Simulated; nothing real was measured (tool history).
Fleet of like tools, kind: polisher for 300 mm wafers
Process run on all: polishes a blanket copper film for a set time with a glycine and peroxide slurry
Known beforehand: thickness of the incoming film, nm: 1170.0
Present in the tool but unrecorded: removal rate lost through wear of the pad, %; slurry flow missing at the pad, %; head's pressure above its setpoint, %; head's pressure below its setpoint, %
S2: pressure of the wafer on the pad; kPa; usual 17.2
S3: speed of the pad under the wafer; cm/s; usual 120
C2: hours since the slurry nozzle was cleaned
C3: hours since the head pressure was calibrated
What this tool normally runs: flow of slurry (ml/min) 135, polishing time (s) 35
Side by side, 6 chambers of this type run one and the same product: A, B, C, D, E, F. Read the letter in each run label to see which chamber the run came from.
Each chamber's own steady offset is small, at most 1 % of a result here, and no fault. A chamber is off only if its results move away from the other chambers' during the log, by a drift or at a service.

At hour 5.2: chamber C: worn pad replaced by a new one.
Run 1E, hour 6.0: usual settings; wafers polished on this pad 476; C2 265.5; C3 1062.5. Result: film removed (angstrom) 2055.1.
At hour 6.2: chamber F: worn pad replaced by a new one.
Run 2C, hour 10.8: usual settings; wafers polished on this pad 80; C2 105.2; C3 145.2. Result: film removed (angstrom) 2010.0.
Run 3B, hour 18.4: usual settings; wafers polished on this pad 640; C2 35.2; C3 627.4. Result: film removed (angstrom) 1991.6.
Run 4D, hour 23.7: usual settings; wafers polished on this pad 571; C2 121.4; C3 91.8. Result: film removed (angstrom) 2022.4.
Run 5F, hour 31.0: usual settings but flow of slurry (ml/min) 100, polishing time (s) 25; wafers polished on this pad 352; C2 454.8; C3 973.5. Result: film removed (angstrom) 1360.2.
At hour 32.6: chamber B: worn pad replaced by a new one.
At hour 32.7: chamber A: worn pad replaced by a new one.
Run 6A, hour 38.9: usual settings but flow of slurry (ml/min) 100, polishing time (s) 25; wafers polished on this pad 89; C2 518.8; C3 295.9. Result: film removed (angstrom) 1372.9.
Run 7C, hour 43.9: usual settings but flow of slurry (ml/min) 100, polishing time (s) 25; wafers polished on this pad 550; C2 138.3; C3 178.3. Result: film removed (angstrom) 1360.8.
Run 8F, hour 49.4: usual settings but flow of slurry (ml/min) 100, polishing time (s) 25; wafers polished on this pad 613; C2 473.2; C3 991.9. Result: film removed (angstrom) 1346.3.
At hour 51.3: chamber D: worn pad replaced by a new one.
Run 9A, hour 55.9: usual settings but flow of slurry (ml/min) 100, polishing time (s) 25; wafers polished on this pad 330; C2 535.8; C3 312.9. Result: film removed (angstrom) 1373.0.
At hour 59.2: chamber E: worn pad replaced by a new one.
Run 10D, hour 59.8: usual settings but flow of slurry (ml/min) 100, polishing time (s) 25; wafers polished on this pad 121; C2 157.5; C3 127.9. Result: film removed (angstrom) 1360.6.
Run 11B, hour 63.3: usual settings; wafers polished on this pad 436; C2 80.1; C3 672.3. Result: film removed (angstrom) 2042.6.
At hour 63.5: chamber C: worn pad replaced by a new one.
At hour 64.9: chamber F: slurry nozzle cleaned.
Run 12E, hour 67.8: usual settings; wafers polished on this pad 122; C2 327.3; C3 1124.3. Result: film removed (angstrom) 2053.3.
At hour 70.8: chamber A: head pressure recalibrated.
Run 13B, hour 72.2: usual settings; wafers polished on this pad 563; C2 89.0; C3 681.2. Result: film removed (angstrom) 2021.2.
Run 14D, hour 76.1: usual settings; wafers polished on this pad 352; C2 173.8; C3 144.2. Result: film removed (angstrom) 2042.9.
Run 15A, hour 80.1: usual settings; wafers polished on this pad 673; C2 560.0; C3 9.4. Result: film removed (angstrom) 2025.5.
Run 16E, hour 85.5: usual settings; wafers polished on this pad 374; C2 345.0; C3 1142.0. Result: film removed (angstrom) 2052.0.
Run 17F, hour 92.6: usual settings; wafers polished on this pad 1226; C2 27.7; C3 1035.1. Result: film removed (angstrom) 2025.7.
At hour 94.3: chamber F: worn pad replaced by a new one.
Run 18C, hour 100.7: usual settings; wafers polished on this pad 528; C2 195.1; C3 235.1. Result: film removed (angstrom) 2013.3.
At hour 106.8: chamber B: worn pad replaced by a new one.
Run 19E, hour 108.5: usual settings; wafers polished on this pad 700; C2 368.0; C3 1165.0. Result: film removed (angstrom) 2052.3.
At hour 111.5: chamber D: worn pad replaced by a new one.
Run 20B, hour 115.7: usual settings; wafers polished on this pad 126; C2 132.5; C3 724.7. Result: film removed (angstrom) 2000.0.
At hour 116.9: chamber C: worn pad replaced by a new one.
At hour 118.8: chamber C: slurry nozzle cleaned.
Run 21C, hour 120.1: usual settings but S2 12.4 kPa; wafers polished on this pad 46; C2 1.4; C3 254.5. Result: film removed (angstrom) 1533.9.
At hour 124.3: chamber A: worn pad replaced by a new one.
Run 22F, hour 125.4: usual settings but S2 12.4 kPa; wafers polished on this pad 441; C2 60.5; C3 1067.9. Result: film removed (angstrom) 1562.2.
Run 23A, hour 133.0: usual settings but S2 12.4 kPa; wafers polished on this pad 124; C2 612.9; C3 62.3. Result: film removed (angstrom) 1572.5.
Run 24D, hour 138.9: usual settings but S2 12.4 kPa; wafers polished on this pad 389; C2 236.6; C3 207.0. Result: film removed (angstrom) 1543.6.
Run 25D, hour 142.5: usual settings but S2 12.4 kPa; wafers polished on this pad 440; C2 240.2; C3 210.6. Result: film removed (angstrom) 1550.3.
Run 26C, hour 147.0: usual settings but S2 12.4 kPa; wafers polished on this pad 428; C2 28.3; C3 281.4. Result: film removed (angstrom) 1519.3.
Run 27F, hour 152.0: usual settings; wafers polished on this pad 819; C2 87.1; C3 1094.5. Result: film removed (angstrom) 2017.3.
At hour 156.1: chamber E: worn pad replaced by a new one.
Run 28B, hour 157.8: usual settings; wafers polished on this pad 724; C2 174.6; C3 766.8. Result: film removed (angstrom) 2008.6.
Run 29E, hour 161.5: usual settings; wafers polished on this pad 77; C2 421.0; C3 1218.0. Result: film removed (angstrom) 2053.2.
Run 30A, hour 166.7: usual settings; wafers polished on this pad 602; C2 646.6; C3 96.0. Result: film removed (angstrom) 2018.9.
At hour 170.5: chamber C: worn pad replaced by a new one.
Run 31B, hour 171.8: usual settings; wafers polished on this pad 922; C2 188.6; C3 780.8. Result: film removed (angstrom) 2013.2.
At hour 172.3: chamber B: worn pad replaced by a new one.
At hour 173.5: chamber D: worn pad replaced by a new one.
Run 32E, hour 178.3: usual settings but flow of slurry (ml/min) 170, S2 13.8 kPa; wafers polished on this pad 315; C2 437.8; C3 1234.8. Result: film removed (angstrom) 1745.6.
At hour 180.3: chamber F: head pressure recalibrated.
At hour 181.4: chamber F: worn pad replaced by a new one.
Run 33A, hour 184.4: usual settings but flow of slurry (ml/min) 170, S2 13.8 kPa; wafers polished on this pad 853; C2 664.3; C3 113.7. Result: film removed (angstrom) 1769.0.
Run 34D, hour 188.9: usual settings but flow of slurry (ml/min) 170, S2 13.8 kPa; wafers polished on this pad 219; C2 286.6; C3 257.0. Result: film removed (angstrom) 1754.1.
Run 35C, hour 194.5: usual settings but flow of slurry (ml/min) 170, S2 13.8 kPa; wafers polished on this pad 341; C2 75.8; C3 328.9. Result: film removed (angstrom) 1675.2.
Run 36F, hour 201.6: usual settings but flow of slurry (ml/min) 170, S2 13.8 kPa; wafers polished on this pad 286; C2 136.7; C3 21.3. Result: film removed (angstrom) 1732.8.
Run 37E, hour 205.9: usual settings but flow of slurry (ml/min) 170, S2 13.8 kPa; wafers polished on this pad 707; C2 465.4; C3 1262.4. Result: film removed (angstrom) 1779.5.
Run 38A, hour 214.0: usual settings; wafers polished on this pad 1273; C2 693.9; C3 143.3. Result: film removed (angstrom) 2065.2.
Run 39B, hour 220.2: usual settings but flow of slurry (ml/min) 170, S2 11.7 kPa; wafers polished on this pad 680; C2 237.0; C3 829.2. Result: film removed (angstrom) 1537.9.
Run 40D, hour 224.0: usual settings but flow of slurry (ml/min) 170, S2 11.7 kPa; wafers polished on this pad 717; C2 321.7; C3 292.1. Result: film removed (angstrom) 1527.1.
At hour 230.2: chamber C: worn pad replaced by a new one.
Run 41C, hour 231.4: usual settings but flow of slurry (ml/min) 170, S2 11.7 kPa; wafers polished on this pad 17; C2 112.7; C3 365.8. Result: film removed (angstrom) 1479.3.
Run 42F, hour 239.3: usual settings but flow of slurry (ml/min) 170, S2 11.7 kPa; wafers polished on this pad 822; C2 174.4; C3 59.0. Result: film removed (angstrom) 1539.3.

Does one chamber stand apart from the rest, does the shared gauge drift, or is all well apart from small per-chamber offsets? Give the chamber and the most likely cause, where there is one.

Little by little, chamber C moves away from the other chambers.
Likeliest cause: head's pressure below its setpoint, % = 8.

Which of the 4 candidates below, each the usual settings with something changed and its results left as question marks, puts chamber C back in line with what the other chambers give on the usual settings?
Allowed miss from the other chambers' usual-settings mean, per result, to count as in line: film removed (angstrom) 43.0
Run 43C-1, hour 245.1: usual settings but polishing time (s) 31. Result: film removed (angstrom) ?.
Run 43C-2, hour 245.1: usual settings but S2 17.9 kPa, S3 126 cm/s, polishing time (s) 37. Result: film removed (angstrom) ?.
Run 43C-3, hour 245.1: usual settings but S2 17.9 kPa, S3 126 cm/s. Result: film removed (angstrom) ?.
Run 43C-4, hour 245.1: usual settings but S2 16.5 kPa, S3 118 cm/s, polishing time (s) 34. Result: film removed (angstrom) ?.

What the other chambers average on the usual settings: film removed (angstrom) 2028.2
  run  film removed (angstrom)
43C-1                   1672.2
43C-2                   2147.5
43C-3                   2031.4
43C-4                   1749.4
It is 43C-3 that realigns the chamber with its peers.
